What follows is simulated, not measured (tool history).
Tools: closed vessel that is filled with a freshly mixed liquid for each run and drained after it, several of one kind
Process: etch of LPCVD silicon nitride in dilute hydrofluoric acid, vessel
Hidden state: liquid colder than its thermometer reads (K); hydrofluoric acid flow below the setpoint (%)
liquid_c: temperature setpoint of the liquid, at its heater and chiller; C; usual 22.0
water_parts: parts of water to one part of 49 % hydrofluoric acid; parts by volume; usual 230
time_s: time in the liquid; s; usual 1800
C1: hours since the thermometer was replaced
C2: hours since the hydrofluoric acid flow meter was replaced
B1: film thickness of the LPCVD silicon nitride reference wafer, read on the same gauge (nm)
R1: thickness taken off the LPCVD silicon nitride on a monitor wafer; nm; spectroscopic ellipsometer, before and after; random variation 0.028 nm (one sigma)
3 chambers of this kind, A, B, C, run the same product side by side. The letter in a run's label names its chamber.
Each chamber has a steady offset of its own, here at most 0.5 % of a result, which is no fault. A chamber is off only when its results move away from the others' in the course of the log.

run 1A day=0.542 | liquid_c=22.0 water_parts=230 time_s=1800 | C1=742.2 C2=152.7 | B1=39.986 | R1=3.9358
run 2B day=0.850 | liquid_c=22.0 water_parts=230 time_s=1800 | C1=642.0 C2=1278.9 | B1=40.008 | R1=3.8777
run 3C day=1.262 | liquid_c=22.0 water_parts=230 time_s=1800 | C1=652.5 C2=553.9 | B1=39.994 | R1=3.9707
run 4A day=1.829 | liquid_c=22.0 water_parts=230 time_s=1800 | C1=773.1 C2=183.6 | B1=40.011 | R1=3.9195
run 5C day=2.279 | liquid_c=22.0 water_parts=230 time_s=1800 | C1=676.9 C2=578.3 | B1=39.983 | R1=3.9367
run 6B day=2.804 | liquid_c=22.0 water_parts=230 time_s=1465 | C1=688.9 C2=1325.8 | B1=40.009 | R1=3.1592
run 7C day=3.329 | liquid_c=22.0 water_parts=230 time_s=1465 | C1=702.1 C2=603.5 | B1=39.960 | R1=3.1593
run 8B day=3.992 | liquid_c=22.0 water_parts=230 time_s=1465 | C1=717.4 C2=1354.3 | B1=39.986 | R1=3.1459
run 9A day=4.658 | liquid_c=24.5 water_parts=230 time_s=1480 | C1=841.0 C2=251.5 | B1=40.001 | R1=3.7046
run 10B day=5.075 | liquid_c=24.5 water_parts=230 time_s=1480 | C1=743.4 C2=1380.3 | B1=40.002 | R1=3.7548
run 11A day=5.633 | liquid_c=24.5 water_parts=230 time_s=1480 | C1=864.4 C2=274.9 | B1=40.007 | R1=3.6498
run 12C day=5.967 | liquid_c=22.0 water_parts=230 time_s=1800 | C1=765.4 C2=666.8 | B1=39.977 | R1=3.8921
run 13C day=6.279 | liquid_c=22.0 water_parts=230 time_s=1800 | C1=772.9 C2=674.3 | B1=39.998 | R1=3.9307
run 14A day=6.629 | liquid_c=22.0 water_parts=230 time_s=1800 | C1=888.3 C2=298.8 | B1=39.996 | R1=3.8384
run 15B day=6.933 | liquid_c=22.0 water_parts=230 time_s=2625 | C1=788.0 C2=1424.9 | B1=40.016 | R1=5.6628
run 16B day=7.483 | liquid_c=22.0 water_parts=230 time_s=2625 | C1=801.2 C2=1438.1 | B1=39.998 | R1=5.6402
run 17C day=7.921 | liquid_c=22.0 water_parts=230 time_s=2625 | C1=812.3 C2=713.7 | B1=40.017 | R1=5.6392
run 18A day=8.412 | liquid_c=22.0 water_parts=230 time_s=1800 | C1=931.1 C2=341.6 | B1=40.006 | R1=3.8415
run 19B day=8.879 | liquid_c=22.0 water_parts=230 time_s=1800 | C1=834.7 C2=1471.6 | B1=40.000 | R1=3.8705
run 20C day=9.325 | liquid_c=22.0 water_parts=230 time_s=1800 | C1=846.0 C2=747.4 | B1=39.983 | R1=3.9135
run 21A day=9.950 | liquid_c=22.0 water_parts=230 time_s=1800 | C1=968.0 C2=378.5 | B1=39.986 | R1=3.7584
run 22C day=10.629 | liquid_c=22.0 water_parts=230 time_s=1800 | C1=877.3 C2=778.7 | B1=40.006 | R1=3.8867
run 23A day=11.133 | liquid_c=22.0 water_parts=230 time_s=1800 | C1=996.4 C2=406.9 | B1=39.976 | R1=3.7398
run 24B day=11.604 | liquid_c=22.0 water_parts=230 time_s=1800 | C1=900.1 C2=1537.0 | B1=40.003 | R1=3.8231
run 25A day=11.988 | liquid_c=22.0 water_parts=230 time_s=1800 | C1=1016.9 C2=427.4 | B1=39.975 | R1=3.7318
run 26B day=12.379 | liquid_c=22.0 water_parts=230 time_s=1800 | C1=918.7 C2=1555.6 | B1=39.998 | R1=3.8399
run 27C day=12.783 | liquid_c=22.0 water_parts=230 time_s=1800 | C1=929.0 C2=830.4 | B1=39.985 | R1=3.9105
run 28A day=13.408 | liquid_c=22.0 water_parts=230 time_s=1800 | C1=1051.0 C2=461.5 | B1=40.014 | R1=3.7346
run 29B day=13.708 | liquid_c=24.0 water_parts=230 time_s=2500 | C1=950.6 C2=1587.5 | B1=40.019 | R1=6.1784
-- day=13.908 chamber C: hydrofluoric acid flow meter replaced
run 30C day=14.304 | liquid_c=24.0 water_parts=230 time_s=2500 | C1=965.5 C2=9.6 | B1=40.015 | R1=6.1882
run 31C day=14.738 | liquid_c=24.0 water_parts=230 time_s=2500 | C1=975.9 C2=20.0 | B1=39.984 | R1=6.1072
run 32A day=15.371 | liquid_c=20.5 water_parts=230 time_s=1800 | C1=1098.1 C2=508.6 | B1=40.003 | R1=3.3176
run 33B day=16.050 | liquid_c=20.5 water_parts=230 time_s=1800 | C1=1006.8 C2=1643.7 | B1=39.974 | R1=3.5261
run 34B day=16.512 | liquid_c=20.5 water_parts=230 time_s=1800 | C1=1017.9 C2=1654.8 | B1=39.984 | R1=3.5650
run 35A day=17.079 | liquid_c=22.0 water_parts=230 time_s=1800 | C1=1139.1 C2=549.6 | B1=39.977 | R1=3.6713
run 36C day=17.546 | liquid_c=22.0 water_parts=230 time_s=1800 | C1=1043.3 C2=87.4 | B1=39.983 | R1=3.9098

What goes on in this fleet: one chamber off, a drifting gauge, or nothing beyond the chambers' own small offsets? Name the chamber and the cause, if any.

Chamber A drifts away from the others.
Cause: hydrofluoric acid flow below the setpoint (%) = 7.14.
The log may not tell that from: liquid colder than its thermometer reads (K).

Here are 4 candidates for chamber A's next run, each the usual settings with a change, their results left as question marks. Which one brings its results back in line with what the others give on the usual settings?
In line means no further than this from the other chambers' mean on the usual settings: R1 0.0980 nm
run 37A-1 day=18.033 | liquid_c=22.0 water_parts=225 time_s=1800 | R1=?
run 37A-2 day=18.033 | liquid_c=22.0 water_parts=225 time_s=1875 | R1=?
run 37A-3 day=18.033 | liquid_c=22.0 water_parts=235 time_s=1800 | R1=?
run 37A-4 day=18.033 | liquid_c=22.0 water_parts=245 time_s=1800 | R1=?

The other chambers' mean on the usual settings: R1 3.8954 nm
run=37A-1 R1=3.7118
run=37A-2 R1=3.8665
run=37A-3 R1=3.5592
run=37A-4 R1=3.4187
37A-2 brings the chamber back in line.
